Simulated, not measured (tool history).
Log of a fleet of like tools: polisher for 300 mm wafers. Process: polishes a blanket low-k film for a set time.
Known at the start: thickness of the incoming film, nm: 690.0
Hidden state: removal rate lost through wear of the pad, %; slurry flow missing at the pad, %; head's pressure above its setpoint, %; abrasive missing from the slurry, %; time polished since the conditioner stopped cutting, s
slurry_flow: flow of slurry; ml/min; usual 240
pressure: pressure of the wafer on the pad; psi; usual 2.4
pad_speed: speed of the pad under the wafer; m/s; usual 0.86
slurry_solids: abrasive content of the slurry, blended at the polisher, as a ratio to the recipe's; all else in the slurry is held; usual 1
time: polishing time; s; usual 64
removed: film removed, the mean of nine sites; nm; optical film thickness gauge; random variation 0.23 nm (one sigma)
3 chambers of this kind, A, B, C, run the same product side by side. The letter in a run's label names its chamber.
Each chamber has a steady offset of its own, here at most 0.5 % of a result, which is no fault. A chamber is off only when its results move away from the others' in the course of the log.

| run | day | slurry_flow | pressure | pad_speed | slurry_solids | time | wafers polished on this pad | hours since the slurry nozzle was cleaned | hours since the head pressure was calibrated | hours since the slurry blender was calibrated | hours since the conditioning disc was replaced | removed |
|---|---|---|---|---|---|---|---|---|---|---|---|---|
| 1B | 0.171 | 240 | 2.4 | 0.86 | 1 | 64 | 495 | 352.1 | 169.6 | 456.5 | 191.2 | 32.213 |
|  | 0.471 | chamber B: worn pad replaced by a new one |
| 2A | 0.471 | 240 | 2.4 | 0.86 | 1 | 64 | 598 | 331.3 | 14.1 | 130.8 | 497.7 | 32.027 |
| 3C | 0.771 | 240 | 2.4 | 0.86 | 1 | 64 | 436 | 444.1 | 218.8 | 237.5 | 131.7 | 32.475 |
| 4C | 0.971 | 240 | 2.4 | 0.86 | 1 | 64 | 483 | 448.9 | 223.6 | 242.3 | 136.5 | 32.477 |
| 5A | 1.258 | 240 | 2.4 | 0.86 | 1 | 64 | 782 | 350.2 | 33 | 149.7 | 516.6 | 32.241 |
|  | 1.292 | chamber B: slurry blender recalibrated |
|  | 1.342 | chamber A: worn pad replaced by a new one |
| 6B | 1.483 | 180 | 2.4 | 0.86 | 1 | 64 | 237 | 383.6 | 201.1 | 4.7 | 222.7 | 31.249 |
| 7A | 1.833 | 180 | 2.4 | 0.86 | 1 | 64 | 115 | 364 | 46.8 | 163.5 | 530.4 | 31.32 |
| 8B | 2.017 | 180 | 2.4 | 0.86 | 1 | 64 | 362 | 396.4 | 213.9 | 17.5 | 235.5 | 30.9 |
| 9C | 2.346 | 240 | 2.4 | 0.86 | 1 | 64 | 805 | 481.9 | 256.6 | 275.3 | 169.5 | 32.747 |
| 10B | 2.542 | 240 | 2.4 | 0.86 | 1 | 64 | 485 | 409 | 226.5 | 30.1 | 248.1 | 32.74 |
|  | 2.8 | chamber B: slurry nozzle cleaned |
| 11C | 2.825 | 240 | 2.4 | 0.86 | 1 | 64 | 917 | 493.4 | 268.1 | 286.8 | 181 | 31.615 |
|  | 2.862 | chamber B: worn pad replaced by a new one |
| 12A | 3.104 | 240 | 2.4 | 0.86 | 1 | 64 | 412 | 394.5 | 77.3 | 194 | 560.9 | 32.197 |
|  | 3.142 | chamber C: slurry blender recalibrated |
| 13A | 3.375 | 240 | 2.4 | 0.86 | 1 | 64 | 476 | 401 | 83.8 | 200.5 | 567.4 | 32.151 |
|  | 3.388 | chamber A: conditioning disc replaced and pad reconditioned |
| 14B | 3.729 | 240 | 2.4 | 0.86 | 1 | 64 | 203 | 22.3 | 255 | 58.6 | 276.6 | 32.837 |
| 15C | 4.021 | 240 | 2.4 | 0.86 | 1 | 64 | 1197 | 522.1 | 296.8 | 21.2 | 209.7 | 32.154 |
|  | 4.254 | chamber A: worn pad replaced by a new one |
| 16B | 4.308 | 240 | 2.4 | 0.86 | 1 | 64 | 338 | 36.2 | 268.9 | 72.5 | 290.5 | 33.168 |
| 17A | 4.483 | 240 | 2.4 | 0.86 | 1 | 64 | 53 | 427.6 | 110.4 | 227.1 | 26.4 | 32.154 |
|  | 4.538 | chamber C: worn pad replaced by a new one |
| 18C | 4.717 | 240 | 2.4 | 0.86 | 1 | 64 | 42 | 538.8 | 313.5 | 37.9 | 226.4 | 31.945 |
| 19A | 4.975 | 240 | 2.4 | 0.86 | 1 | 64 | 169 | 439.4 | 122.2 | 238.9 | 38.2 | 32.28 |
| 20B | 5.288 | 240 | 2.4 | 0.86 | 1 | 64 | 567 | 59.7 | 292.4 | 96 | 314 | 34.556 |
| 21C | 5.538 | 240 | 2.4 | 0.86 | 1 | 64 | 234 | 558.5 | 333.2 | 57.6 | 246.1 | 32.033 |
|  | 5.683 | chamber B: worn pad replaced by a new one |
| 22C | 5.742 | 240 | 2.4 | 0.86 | 1 | 64 | 282 | 563.4 | 338.1 | 62.5 | 251 | 32.126 |
| 23A | 6.017 | 240 | 2.4 | 0.86 | 1 | 64 | 412 | 464.4 | 147.2 | 263.9 | 63.2 | 32.212 |
| 24B | 6.396 | 240 | 2.4 | 0.86 | 1 | 64 | 167 | 86.3 | 319 | 122.6 | 340.6 | 34.608 |
| 25C | 6.754 | 240 | 2.4 | 0.86 | 1 | 64 | 519 | 587.7 | 362.4 | 86.8 | 275.3 | 32.35 |

All 3 chambers run these settings next. Forecast each chamber's results:
| 26A | 7.033 | 240 | 2.4 | 0.64 | 1 | 64 |  |  |  |  |  | ? |
| 26B | 7.033 | 240 | 2.4 | 0.64 | 1 | 64 |  |  |  |  |  | ? |
| 26C | 7.033 | 240 | 2.4 | 0.64 | 1 | 64 |  |  |  |  |  | ? |

| run | removed |
|---|---|
| 26A | 25.322 |
| 26B | 27.714 |
| 26C | 25.323 |
